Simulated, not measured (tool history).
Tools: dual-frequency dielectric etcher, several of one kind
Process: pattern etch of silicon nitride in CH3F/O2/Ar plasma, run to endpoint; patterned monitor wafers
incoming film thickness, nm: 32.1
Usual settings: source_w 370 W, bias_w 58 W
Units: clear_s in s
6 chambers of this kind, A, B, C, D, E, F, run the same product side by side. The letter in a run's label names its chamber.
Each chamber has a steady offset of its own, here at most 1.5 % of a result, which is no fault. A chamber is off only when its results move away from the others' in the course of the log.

run,day,source_w,bias_w,clear_s
1A,0.388,370,58,51.685
2E,0.817,370,58,50.842
3C,1.250,370,58,51.623
4B,1.771,370,58,50.884
5F,2.346,370,58,51.616
6D,2.729,370,58,51.295
7A,3.133,370,58,52.239
8F,3.579,370,58,51.494
9D,4.154,370,58,51.613
10E,4.471,370,58,50.741
# day 4.838: chamber E: wet clean of the chamber
11B,4.875,370,58,51.020
12C,5.408,370,58,51.180
# day 5.604: chamber C: wet clean of the chamber
13E,5.721,290,71,52.476
14B,6.288,290,71,52.364
15C,6.675,290,71,52.665
16D,6.992,290,71,52.879
# day 7.054: chamber F: bias power generator calibrated
# day 7.200: chamber B: source power generator calibrated
17A,7.571,290,71,52.749
18F,7.908,290,71,52.757
# day 7.971: chamber F: source power generator calibrated
19A,8.267,370,58,51.981
20C,8.588,370,58,51.346
21E,9.033,370,58,50.678
22F,9.496,370,58,51.794
23B,10.033,370,58,50.888
24D,10.321,370,58,52.168
25C,10.792,340,65,50.817
# day 11.229: chamber F: wet clean of the chamber
26D,11.400,340,65,52.035
27E,11.875,340,65,50.524
28A,12.500,340,65,51.485
29F,12.946,340,65,51.434
30B,13.525,340,65,50.808
# day 13.742: chamber B: wet clean of the chamber
31B,13.917,320,58,53.621
32E,14.254,320,58,53.618
# day 14.538: chamber D: bias power generator calibrated
33C,14.717,320,58,54.035
34D,15.342,320,58,56.534
35F,15.692,320,58,54.805
36A,16.000,320,58,55.045
37D,16.496,370,58,53.713
38C,16.829,370,58,51.011
39F,17.308,370,58,51.920
40A,17.596,430,49,51.411
41B,17.962,430,49,50.922
42E,18.317,430,49,50.736
43E,18.604,430,49,50.755

All 6 chambers run these settings next. Forecast each chamber's results:
44A,19.058,370,58,?
44B,19.058,370,58,?
44C,19.058,370,58,?
44D,19.058,370,58,?
44E,19.058,370,58,?
44F,19.058,370,58,?

run,clear_s
44A,51.893
44B,50.377
44C,51.571
44D,53.870
44E,50.815
44F,51.985
